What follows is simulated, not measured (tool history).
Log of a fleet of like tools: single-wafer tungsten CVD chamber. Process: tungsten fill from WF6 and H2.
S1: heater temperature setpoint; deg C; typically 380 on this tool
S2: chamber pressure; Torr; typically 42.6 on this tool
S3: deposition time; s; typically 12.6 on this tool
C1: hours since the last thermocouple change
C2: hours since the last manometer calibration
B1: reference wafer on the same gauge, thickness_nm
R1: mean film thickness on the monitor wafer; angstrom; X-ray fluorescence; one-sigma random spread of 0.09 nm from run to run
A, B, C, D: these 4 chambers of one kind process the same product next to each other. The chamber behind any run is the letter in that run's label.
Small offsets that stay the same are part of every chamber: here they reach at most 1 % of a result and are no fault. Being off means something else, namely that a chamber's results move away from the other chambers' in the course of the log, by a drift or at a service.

run   hour   S1    S2    S3      C1      C2      B1      R1
 1B   10.7  380  42.6  12.6  2049.9   816.9  33.913  292.86
 2A   18.5  380  42.6  12.6  1503.8   798.3  33.905  288.91
 3D   30.5  380  42.6  12.6  1602.3  1577.1  33.859  292.30
 4C   46.1  380  42.6  12.6  1391.1  2231.4  33.903  290.21
 5B   53.5  380  42.6  12.6  2092.7   859.7  33.941  292.73
 6A   68.9  380  42.6  12.6  1554.2   848.7  33.901  290.08
 7D   83.5  380  50.1  14.1  1655.3  1630.1  33.921  352.48
 8C   99.1  380  50.1  14.1  1444.1  2284.4  33.912  351.64
 9D  109.1  380  50.1  14.1  1680.9  1655.7  33.904  350.18
10A  119.9  380  50.1  14.1  1605.2   899.7  33.903  350.72
11C  130.9  380  42.6  12.6  1475.9  2316.2  33.898  291.30
12B  144.2  380  42.6  12.6  2183.4   950.4  33.900  293.60
     156.1  -- chamber B: thermocouple changed; heater temperature recalibrated
13B  157.0  380  42.6  12.6     0.9   963.2  33.936  294.06
14D  167.9  380  42.6  12.6  1739.7  1714.5  33.902  292.39
15A  182.8  380  42.6  12.6  1668.1   962.6  33.891  290.65
16C  192.2  380  42.6  12.6  1537.2  2377.5  33.905  292.09
17D  201.2  380  42.6  12.6  1773.0  1747.8  33.879  293.94
18A  208.7  367  42.6  12.6  1694.0   988.5  33.885  220.20
19B  222.8  367  42.6  12.6    66.7  1029.0  33.895  222.07
20C  231.7  367  42.6  12.6  1576.7  2417.0  33.915  222.59
21B  239.3  367  42.6  12.6    83.2  1045.5  33.914  222.11
     244.1  -- chamber A: thermocouple changed; heater temperature recalibrated
22A  249.4  373  42.6  12.6     5.3  1029.2  33.907  251.08
     254.5  -- chamber C: capacitance manometer re-zeroed and calibrated
23D  260.7  373  42.6  12.6  1832.5  1807.3  33.888  255.46
24C  268.7  373  42.6  12.6  1613.7    14.3  33.911  252.77
25B  279.8  373  42.6  12.6   123.7  1086.0  33.891  253.24
26D  289.7  380  42.6  12.6  1861.5  1836.3  33.900  293.62
27C  300.3  380  42.6  12.6  1645.3    45.9  33.915  291.96
28A  309.0  380  42.6  12.6    64.9  1088.8  33.897  290.70
29C  324.1  380  42.6  12.6  1669.1    69.7  33.874  292.47
30D  338.8  380  42.6  12.6  1910.6  1885.4  33.886  296.55
31B  348.6  380  42.6  12.6   192.5  1154.8  33.942  293.01
32A  359.8  380  42.6  12.6   115.7  1139.6  33.874  290.62
33B  372.9  386  42.6  12.6   216.8  1179.1  33.890  332.40
34D  380.3  386  42.6  12.6  1952.1  1926.9  33.898  334.65
35A  394.4  386  42.6  12.6   150.3  1174.2  33.920  329.51
36C  402.8  386  42.6  12.6  1747.8   148.4  33.899  328.75
37C  418.1  380  42.6  12.6  1763.1   163.7  33.903  293.16
38B  429.9  380  42.6  12.6   273.8  1236.1  33.875  294.17
39D  443.0  380  42.6  12.6  2014.8  1989.6  33.889  299.84
40A  457.3  380  42.6  12.6   213.2  1237.1  33.900  290.56

Predict what each chamber gives when all 4 of them run the settings below next.
41A  468.8  390  42.6  12.6               ?
41B  468.8  390  42.6  12.6               ?
41C  468.8  390  42.6  12.6               ?
41D  468.8  390  42.6  12.6               ?

run      R1
41A  355.65
41B  358.26
41C  356.35
41D  362.13
